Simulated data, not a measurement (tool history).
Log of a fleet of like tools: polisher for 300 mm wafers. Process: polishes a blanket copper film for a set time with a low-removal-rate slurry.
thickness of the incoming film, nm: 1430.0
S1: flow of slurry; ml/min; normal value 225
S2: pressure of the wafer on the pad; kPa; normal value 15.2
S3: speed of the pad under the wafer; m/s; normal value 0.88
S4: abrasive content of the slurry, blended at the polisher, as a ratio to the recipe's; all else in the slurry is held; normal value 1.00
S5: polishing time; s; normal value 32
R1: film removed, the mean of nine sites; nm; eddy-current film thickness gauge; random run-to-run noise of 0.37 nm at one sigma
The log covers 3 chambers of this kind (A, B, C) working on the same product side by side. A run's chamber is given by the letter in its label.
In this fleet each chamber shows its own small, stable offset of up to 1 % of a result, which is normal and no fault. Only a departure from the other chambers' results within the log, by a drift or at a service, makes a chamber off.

run,hour,S1,S2,S3,S4,S5,R1
1A,11.2,225,15.2,0.88,1.00,32,52.383
# hour 11.9: chamber C: slurry nozzle cleaned
2B,21.3,225,15.2,0.88,1.00,32,52.166
# hour 22.2: chamber B: worn pad replaced by a new one
# hour 30.2: chamber C: head pressure recalibrated
3C,35.2,225,15.2,0.88,1.00,32,52.640
4A,47.0,225,15.2,0.88,1.00,32,52.738
# hour 47.5: chamber A: worn pad replaced by a new one
5B,61.6,225,15.2,0.88,1.00,32,52.103
# hour 63.2: chamber A: head pressure recalibrated
6C,71.4,225,15.2,0.88,1.00,32,52.445
# hour 72.8: chamber C: worn pad replaced by a new one
7B,80.1,225,15.2,0.88,1.00,32,51.610
8C,93.6,225,15.2,0.88,1.00,32,53.000
# hour 104.2: chamber A: slurry nozzle cleaned
9A,104.8,225,15.2,0.88,1.00,32,52.860
10A,114.1,225,15.2,0.88,1.00,32,52.557
# hour 115.9: chamber B: worn pad replaced by a new one
11C,122.2,225,20.0,0.88,0.75,32,65.155
12B,135.9,225,20.0,0.88,0.75,32,65.559
# hour 146.0: chamber A: worn pad replaced by a new one
13A,149.3,225,20.0,0.88,0.75,32,64.220
# hour 151.4: chamber C: worn pad replaced by a new one
14C,157.2,225,15.2,0.88,1.00,32,52.510
15B,165.7,225,15.2,0.88,1.00,32,52.378
16A,179.6,160,15.2,0.88,0.85,32,47.611
# hour 187.9: chamber B: worn pad replaced by a new one
17B,195.1,160,15.2,0.88,0.85,32,48.272
# hour 202.4: chamber C: slurry blender recalibrated
18C,208.3,160,15.2,0.88,0.85,32,48.607
# hour 208.7: chamber B: head pressure recalibrated
19C,218.0,225,15.2,0.88,1.00,32,52.275
20B,225.7,225,15.2,0.88,1.00,32,51.258
21A,233.0,225,15.2,0.88,1.00,32,51.811
# hour 239.8: chamber C: worn pad replaced by a new one
# hour 241.6: chamber A: worn pad replaced by a new one
22A,245.6,225,15.2,0.88,1.00,32,50.487
23C,256.1,225,15.2,0.88,1.00,32,52.592
# hour 257.3: chamber C: slurry nozzle cleaned
24B,270.8,190,15.2,0.88,0.70,32,47.201
# hour 276.3: chamber B: worn pad replaced by a new one
25B,282.4,190,15.2,0.88,0.70,32,47.243
# hour 285.7: chamber B: slurry blender recalibrated
26A,292.1,190,15.2,0.88,0.70,32,45.666
27C,300.5,225,15.2,0.88,1.00,32,52.093
28A,314.7,225,15.2,0.88,1.00,32,50.548
# hour 319.9: chamber C: worn pad replaced by a new one
29B,322.1,225,15.2,0.88,1.00,32,52.976
# hour 322.7: chamber A: worn pad replaced by a new one
30C,333.2,225,15.2,0.88,1.00,32,52.376
31C,342.3,225,9.7,0.88,1.00,32,33.204
# hour 347.0: chamber B: worn pad replaced by a new one
32A,349.7,225,9.7,0.88,1.00,32,31.753
33B,361.6,225,9.7,0.88,1.00,32,33.158
34C,370.8,225,15.2,0.88,1.00,32,52.621
35A,383.8,225,15.2,0.88,1.00,32,49.611
36B,394.9,225,15.2,0.88,1.00,32,53.294
# hour 398.2: chamber A: worn pad replaced by a new one
37A,405.7,225,15.2,0.88,1.00,32,49.361
# hour 405.8: chamber C: worn pad replaced by a new one
38C,415.7,225,15.2,0.88,1.00,32,52.471

Decide between three cases: one chamber stands off from its peers, the gauge reading all wafers drifts, or nothing is wrong past each chamber's small offset. Where a chamber is off, say which and what most likely put it there.

It is chamber A that slowly wanders off from its peers.
What lies behind it: abrasive missing from the slurry, % = 26.4.
With only this log, it may be confused with: slurry flow missing at the pad, %; head's pressure below its setpoint, %.

Below are 4 candidate recipes for chamber A's next run, each the usual settings with a change, their results shown as question marks. Which of them brings A's results back in line with what the other chambers give on the usual settings?
To be in line, a result may differ from the other chambers' mean on the usual settings by at most: R1 1.300 nm
39A-1,426.8,225,15.2,0.90,1.00,32,?
39A-2,426.8,225,15.2,0.86,1.00,32,?
39A-3,426.8,225,15.9,0.90,1.00,32,?
39A-4,426.8,225,15.2,0.86,1.00,31,?

Other chambers, usual settings, mean: R1 52.489 nm
run,R1
39A-1,50.434
39A-2,48.209
39A-3,52.760
39A-4,46.703
Change 39A-3 lands the chamber within the allowed miss of the other chambers.
